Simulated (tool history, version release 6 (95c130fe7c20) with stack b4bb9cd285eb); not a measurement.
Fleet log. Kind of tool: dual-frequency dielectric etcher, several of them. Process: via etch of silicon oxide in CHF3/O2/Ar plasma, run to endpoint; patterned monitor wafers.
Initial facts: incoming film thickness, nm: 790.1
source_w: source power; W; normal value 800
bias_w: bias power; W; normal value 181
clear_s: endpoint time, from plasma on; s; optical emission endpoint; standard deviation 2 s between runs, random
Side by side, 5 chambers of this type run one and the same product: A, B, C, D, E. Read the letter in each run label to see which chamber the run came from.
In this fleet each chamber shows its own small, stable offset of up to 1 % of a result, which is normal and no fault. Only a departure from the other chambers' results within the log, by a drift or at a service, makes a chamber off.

| run | day | source_w | bias_w | hours since the last wet clean | hours since the last source power generator calibration | hours since the last bias power generator calibration | clear_s |
|---|---|---|---|---|---|---|---|
| 1E | 0.3 | 800 | 181 | 412.1 | 1817.3 | 2568.9 | 350.66 |
| 2B | 0.75 | 800 | 181 | 45.9 | 2802.6 | 2849 | 360.44 |
| 3D | 1.1 | 800 | 181 | 373.6 | 1865.1 | 4239 | 357.03 |
| 4C | 1.538 | 800 | 181 | 456.6 | 820.3 | 1234.4 | 356.75 |
| 5A | 1.858 | 800 | 181 | 196.3 | 2235.7 | 433.3 | 357.05 |
| 6C | 2.162 | 800 | 181 | 471.6 | 835.3 | 1249.4 | 356.21 |
| 7B | 2.625 | 960 | 181 | 90.9 | 2847.6 | 2894 | 336.23 |
| 8D | 2.962 | 960 | 181 | 418.3 | 1909.8 | 4283.7 | 333.94 |
|  | 3.204 | chamber D: bias power generator calibrated |
| 9E | 3.338 | 960 | 181 | 485 | 1890.2 | 2641.8 | 329.82 |
| 10A | 3.783 | 960 | 181 | 242.5 | 2281.9 | 479.5 | 332.43 |
| 11E | 4.117 | 960 | 181 | 503.7 | 1908.9 | 2660.5 | 328.37 |
| 12A | 4.438 | 800 | 207 | 258.2 | 2297.6 | 495.2 | 341.12 |
| 13C | 4.767 | 800 | 207 | 534.1 | 897.8 | 1311.9 | 338.72 |
| 14B | 4.975 | 800 | 207 | 147.3 | 2904 | 2950.4 | 345.57 |
| 15D | 5.342 | 800 | 207 | 475.4 | 1966.9 | 51.4 | 342.91 |
|  | 5.429 | chamber C: wet clean of the chamber |
| 16B | 5.767 | 800 | 207 | 166.3 | 2923 | 2969.4 | 343.27 |
| 17A | 5.996 | 800 | 181 | 295.6 | 2335 | 532.6 | 356.33 |
| 18E | 6.388 | 800 | 181 | 558.2 | 1963.4 | 2715 | 352.58 |
|  | 6.667 | chamber D: wet clean of the chamber |
| 19C | 6.812 | 800 | 181 | 33.3 | 946.9 | 1361 | 355.62 |
| 20D | 7.171 | 800 | 181 | 12.2 | 2010.8 | 95.3 | 356.27 |
| 21A | 7.458 | 960 | 223 | 330.7 | 2370.1 | 567.7 | 310.33 |
| 22E | 7.867 | 960 | 223 | 593.7 | 1998.9 | 2750.5 | 308.85 |
| 23B | 8.188 | 960 | 223 | 224.4 | 2981.1 | 3027.5 | 313.12 |
| 24D | 8.588 | 960 | 223 | 46.2 | 2044.8 | 129.3 | 309.43 |
| 25C | 9.012 | 960 | 223 | 86.1 | 999.7 | 1413.8 | 311.63 |
| 26E | 9.408 | 800 | 181 | 630.7 | 2035.9 | 2787.5 | 352.77 |
| 27A | 9.746 | 800 | 155 | 385.6 | 2425 | 622.6 | 373.03 |
| 28D | 10.138 | 800 | 155 | 83.4 | 2082 | 166.5 | 375.5 |
| 29C | 10.388 | 800 | 155 | 119.1 | 1032.7 | 1446.8 | 376.51 |
| 30B | 10.638 | 800 | 155 | 283.2 | 3039.9 | 3086.3 | 376.4 |
|  | 10.821 | chamber E: wet clean of the chamber |
| 31C | 10.942 | 800 | 155 | 132.4 | 1046 | 1460.1 | 375.05 |
| 32A | 11.271 | 800 | 181 | 422.2 | 2461.6 | 659.2 | 355.89 |
| 33D | 11.517 | 800 | 181 | 116.5 | 2115.1 | 199.6 | 355.85 |
| 34B | 11.817 | 800 | 181 | 311.5 | 3068.2 | 3114.6 | 359.26 |
| 35E | 12.296 | 800 | 181 | 35.4 | 2105.2 | 2856.8 | 356.78 |
| 36C | 12.633 | 800 | 181 | 173 | 1086.6 | 1500.7 | 355.35 |
| 37A | 12.979 | 800 | 181 | 463.2 | 2502.6 | 700.2 | 356.78 |
| 38E | 13.254 | 800 | 181 | 58.4 | 2128.2 | 2879.8 | 355.78 |
| 39D | 13.583 | 800 | 181 | 166.1 | 2164.7 | 249.2 | 357.91 |
| 40B | 14.054 | 800 | 181 | 365.2 | 3121.9 | 3168.3 | 358.2 |

All 5 chambers run these settings next. Forecast each chamber's results:
| 41A | 14.404 | 800 | 181 |  |  |  | ? |
| 41B | 14.404 | 800 | 181 |  |  |  | ? |
| 41C | 14.404 | 800 | 181 |  |  |  | ? |
| 41D | 14.404 | 800 | 181 |  |  |  | ? |
| 41E | 14.404 | 800 | 181 |  |  |  | ? |

| run | clear_s |
|---|---|
| 41A | 358.07 |
| 41B | 361.35 |
| 41C | 361.36 |
| 41D | 354.37 |
| 41E | 353.3 |
